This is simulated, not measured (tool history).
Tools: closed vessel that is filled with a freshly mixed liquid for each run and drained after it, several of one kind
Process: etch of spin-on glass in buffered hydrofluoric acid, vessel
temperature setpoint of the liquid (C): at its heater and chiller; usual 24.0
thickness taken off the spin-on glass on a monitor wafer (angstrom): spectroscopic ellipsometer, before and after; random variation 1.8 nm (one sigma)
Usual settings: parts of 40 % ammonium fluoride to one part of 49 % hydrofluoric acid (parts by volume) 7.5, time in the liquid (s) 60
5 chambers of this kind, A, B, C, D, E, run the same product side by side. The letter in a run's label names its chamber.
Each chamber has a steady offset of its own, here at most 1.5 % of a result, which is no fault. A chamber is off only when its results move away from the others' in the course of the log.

| run | hour | temperature setpoint of the liquid (C) | parts of 40 % ammonium fluoride to one part of 49 % hydrofluoric acid (parts by volume) | time in the liquid (s) | read-back film thickness of the spin-on glass reference wafer, read on the same gauge (nm) | thickness taken off the spin-on glass on a monitor wafer (angstrom) |
|---|---|---|---|---|---|---|
|  | 0.4 | chamber C: thermometer replaced |
| 1D | 4.8 | 24.0 | 7.5 | 60 | 129.99 | 2282.4 |
| 2E | 10.0 | 24.0 | 7.5 | 60 | 130.00 | 2305.2 |
| 3C | 18.6 | 24.0 | 7.5 | 60 | 130.00 | 2276.2 |
| 4B | 26.7 | 24.0 | 7.5 | 60 | 130.00 | 2254.8 |
| 5A | 33.6 | 24.0 | 5.5 | 45 | 129.99 | 2289.8 |
| 6C | 43.6 | 24.0 | 5.5 | 45 | 130.02 | 2267.5 |
| 7E | 50.9 | 24.0 | 5.5 | 45 | 130.01 | 2268.4 |
| 8B | 55.2 | 24.0 | 5.5 | 45 | 130.03 | 2257.2 |
|  | 64.1 | chamber D: thermometer replaced |
| 9D | 64.2 | 24.0 | 5.5 | 45 | 130.02 | 2261.1 |
| 10A | 69.3 | 24.0 | 7.5 | 60 | 129.98 | 2260.1 |
| 11D | 78.4 | 24.0 | 7.5 | 60 | 129.99 | 2296.3 |
| 12E | 84.9 | 24.0 | 7.5 | 60 | 130.01 | 2311.6 |
| 13C | 91.8 | 24.0 | 7.5 | 60 | 129.97 | 2269.7 |
| 14B | 100.5 | 24.0 | 7.5 | 60 | 130.00 | 2292.2 |
| 15A | 110.4 | 20.5 | 5.5 | 60 | 130.03 | 2478.2 |
| 16A | 120.0 | 20.5 | 5.5 | 60 | 129.99 | 2532.1 |
| 17C | 127.3 | 20.5 | 5.5 | 60 | 129.99 | 2490.4 |
| 18E | 135.0 | 20.5 | 5.5 | 60 | 129.98 | 2536.0 |
| 19B | 142.6 | 20.5 | 5.5 | 60 | 129.99 | 2581.3 |
| 20D | 152.1 | 24.0 | 7.5 | 60 | 130.01 | 2311.9 |
| 21A | 161.9 | 24.0 | 7.5 | 60 | 130.02 | 2268.5 |
| 22C | 166.5 | 24.0 | 7.5 | 60 | 130.01 | 2263.6 |
| 23E | 173.8 | 24.0 | 7.5 | 60 | 129.96 | 2324.9 |
| 24B | 182.7 | 24.0 | 7.5 | 60 | 130.01 | 2434.5 |
|  | 187.0 | chamber A: hydrofluoric acid flow meter replaced |
| 25D | 189.7 | 24.0 | 7.5 | 60 | 130.02 | 2282.4 |
|  | 194.7 | chamber D: hydrofluoric acid flow meter replaced |
| 26C | 195.8 | 24.0 | 7.5 | 60 | 130.01 | 2294.7 |
| 27A | 204.0 | 24.0 | 7.5 | 60 | 129.98 | 2317.0 |
| 28E | 209.6 | 24.0 | 7.5 | 60 | 130.01 | 2299.3 |
| 29D | 216.5 | 24.0 | 7.5 | 60 | 129.98 | 2251.1 |
| 30B | 225.1 | 24.0 | 7.5 | 60 | 129.97 | 2461.6 |
| 31D | 233.1 | 24.0 | 7.5 | 60 | 130.01 | 2270.3 |
| 32E | 242.6 | 24.0 | 7.5 | 60 | 130.02 | 2293.6 |
| 33B | 248.8 | 24.0 | 7.5 | 60 | 130.00 | 2502.8 |
| 34C | 253.9 | 24.0 | 7.5 | 60 | 130.00 | 2276.8 |
| 35A | 261.2 | 24.0 | 7.5 | 60 | 129.99 | 2284.8 |
| 36E | 269.8 | 24.0 | 7.5 | 60 | 130.00 | 2298.9 |
| 37A | 279.4 | 24.0 | 7.5 | 60 | 129.99 | 2276.8 |
| 38D | 286.9 | 24.0 | 7.5 | 60 | 130.02 | 2284.9 |

Is one chamber off against the others, does the gauge drift, or is nothing wrong? If a chamber is off, say which, and what the likeliest cause is.

Chamber B drifts away from the others.
Cause: liquid hotter than its thermometer reads (K) = 2.09.
The log may not tell that from: hydrofluoric acid flow above the setpoint (%).

Here are 4 candidates for chamber B's next run, each the usual settings with a change, their results left as question marks. Which one brings its results back in line with what the others give on the usual settings?
In line means no further than this from the other chambers' mean on the usual settings: thickness taken off the spin-on glass on a monitor wafer (angstrom) 64.0
| 39B-1 | 294.1 | 23.5 | 8.0 | 60 |  | ? |
| 39B-2 | 294.1 | 23.5 | 7.5 | 60 |  | ? |
| 39B-3 | 294.1 | 24.5 | 7.5 | 60 |  | ? |
| 39B-4 | 294.1 | 24.5 | 7.0 | 60 |  | ? |

The other chambers' mean on the usual settings: thickness taken off the spin-on glass on a monitor wafer (angstrom) 2292.9
| run | thickness taken off the spin-on glass on a monitor wafer (angstrom) |
|---|---|
| 39B-1 | 2301.4 |
| 39B-2 | 2465.5 |
| 39B-3 | 2600.2 |
| 39B-4 | 2797.8 |
39B-1 brings the chamber back in line.
